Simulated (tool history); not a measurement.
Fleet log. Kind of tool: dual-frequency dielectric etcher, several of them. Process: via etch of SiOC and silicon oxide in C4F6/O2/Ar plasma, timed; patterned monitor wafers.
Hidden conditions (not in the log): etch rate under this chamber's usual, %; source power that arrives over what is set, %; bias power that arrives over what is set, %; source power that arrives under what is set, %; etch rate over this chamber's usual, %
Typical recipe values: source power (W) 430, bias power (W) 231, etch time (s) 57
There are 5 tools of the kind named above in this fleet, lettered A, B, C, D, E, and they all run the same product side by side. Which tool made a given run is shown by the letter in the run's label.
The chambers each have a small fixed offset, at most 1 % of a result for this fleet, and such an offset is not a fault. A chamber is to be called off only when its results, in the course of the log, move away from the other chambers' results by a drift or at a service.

run     day  source power (W)  bias power (W)  etch time (s)  hours since the last wet clean  hours since the last source power generator calibration  hours since the last bias power generator calibration  read-back reference wafer on the same gauge, depth_nm  mean etch depth across the wafer (Å)
        0.1  -- chamber D: bias power generator calibrated
 1C   0.371               430             231             57                           206.3                                                   1444.2                                                  392.1                                                 85.632                                 718.1
      0.567  -- chamber C: source power generator calibrated
 2E   0.825               430             231             57                           183.2                                                   1640.4                                                 1665.6                                                 85.564                                717.54
 3A   1.096               430             231             57                           380.6                                                   1015.3                                                 3118.7                                                 85.622                                711.01
      1.288  -- chamber A: wet clean of the chamber
 4B   1.646               430             231             57                           367.5                                                   1260.9                                                   1419                                                  85.63                                714.73
 5D   1.983               360             231             57                           139.9                                                    212.9                                                   45.2                                                 85.559                                666.49
 6C   2.346               360             231             57                           253.7                                                     42.8                                                  439.5                                                 85.625                                671.83
 7A   2.642               360             231             57                            32.6                                                   1052.4                                                 3155.8                                                 85.585                                669.92
 8D   3.204               360             231             57                           169.2                                                    242.2                                                   74.5                                                 85.605                                670.11
 9B   3.758               360             231             57                           418.2                                                   1311.6                                                 1469.7                                                 85.624                                669.29
10E   4.142               430             231             57                           262.8                                                     1720                                                 1745.2                                                 85.582                                713.75
11B   4.696               430             231             57                           440.7                                                   1334.1                                                 1492.2                                                 85.613                                716.73
12D    4.95               430             231             57                           211.1                                                    284.1                                                  116.4                                                 85.526                                714.91
13C   5.338               430             231             57                           325.5                                                    114.6                                                  511.3                                                 85.575                                719.38
14E   5.812               430             231             57                           302.9                                                   1760.1                                                 1785.3                                                 85.619                                712.09
15A   6.158               430             231             57                             117                                                   1136.8                                                 3240.2                                                 85.547                                715.39
16A   6.412               430             231             57                           123.1                                                   1142.9                                                 3246.3                                                 85.611                                717.36
17E   6.729               430             231             57                           324.9                                                   1782.1                                                 1807.3                                                 85.556                                710.77
18D    7.25               490             231           49.5                           266.3                                                    339.3                                                  171.6                                                 85.589                                647.09
19C   7.571               490             231           49.5                           379.1                                                    168.2                                                  564.9                                                 85.564                                657.46
20B   7.975               490             231           49.5                           519.4                                                   1412.8                                                 1570.9                                                 85.626                                 649.2
21E   8.375               490             231           49.5                           364.4                                                   1821.6                                                 1846.8                                                  85.57                                655.71
22C   8.867               490             231           49.5                           410.2                                                    199.3                                                    596                                                 85.589                                657.53
      8.917  -- chamber C: wet clean of the chamber
23B   9.262               430             231             57                           550.3                                                   1443.7                                                 1601.8                                                 85.608                                 699.9
24A   9.612               430             231             57                           199.9                                                   1219.7                                                 3323.1                                                 85.637                                712.96
      9.888  -- chamber E: source power generator calibrated
25D  10.112               430             231             57                             335                                                      408                                                  240.3                                                 85.639                                713.11
26E  10.517               430             231             57                           415.8                                                     15.1                                                 1898.2                                                 85.625                                712.19
27C  10.892               430             231             57                            47.4                                                    247.9                                                  644.6                                                 85.548                                724.55
28A  11.312               430             231             57                           240.7                                                   1260.5                                                 3363.9                                                  85.62                                710.22
29B  11.871               430             231             57                           612.9                                                   1506.3                                                 1664.4                                                 85.602                                693.65
     12.279  -- chamber E: wet clean of the chamber
30D  12.429               430             231             57                           390.6                                                    463.6                                                  295.9                                                 85.537                                712.92
31C  12.888               430             231             57                            95.3                                                    295.8                                                  692.5                                                 85.556                                722.78
32B  13.258               430             231             57                           646.2                                                   1539.6                                                 1697.7                                                 85.639                                 695.3
33A  13.675               430             231             57                           297.4                                                   1317.2                                                 3420.6                                                 85.526                                712.72
34E  14.062               430             231             57                            42.9                                                    100.2                                                 1983.3                                                 85.647                                713.88
35D  14.312               430             231             57                           435.8                                                    508.8                                                  341.1                                                 85.686                                715.02
36B  14.888               430             231             57                           685.3                                                   1578.7                                                 1736.8                                                 85.608                                691.12

Is one chamber out of step, is the gauge drifting, or do the chambers differ by no more than their own small offsets? For an off chamber, give its letter and the likeliest cause.

Chamber B drifts away from the others.
Cause: etch rate under this chamber's usual, % = 3.77.

Chamber B could run next with any of the 4 candidate recipes listed below; each alters the usual settings, and their results appear as question marks. Which one brings its results back in line with what the other chambers deliver on the usual settings?
Counts as in line when no further than this from what the other chambers average on the usual settings: mean etch depth across the wafer (Å) 7.2
37B-1  15.3               430             233             59                                                                                                                                                                                                                                            ?
37B-2  15.3               430             181             57                                                                                                                                                                                                                                            ?
37B-3  15.3               430             229             55                                                                                                                                                                                                                                            ?
37B-4  15.3               430             235           61.5                                                                                                                                                                                                                                            ?

Usual-settings mean across the other chambers: mean etch depth across the wafer (Å) 715.81
  run  mean etch depth across the wafer (Å)
37B-1                                713.09
37B-2                                633.64
37B-3                                660.86
37B-4                                745.47
37B-1 is the one that brings the chamber's results back in line with the other chambers.

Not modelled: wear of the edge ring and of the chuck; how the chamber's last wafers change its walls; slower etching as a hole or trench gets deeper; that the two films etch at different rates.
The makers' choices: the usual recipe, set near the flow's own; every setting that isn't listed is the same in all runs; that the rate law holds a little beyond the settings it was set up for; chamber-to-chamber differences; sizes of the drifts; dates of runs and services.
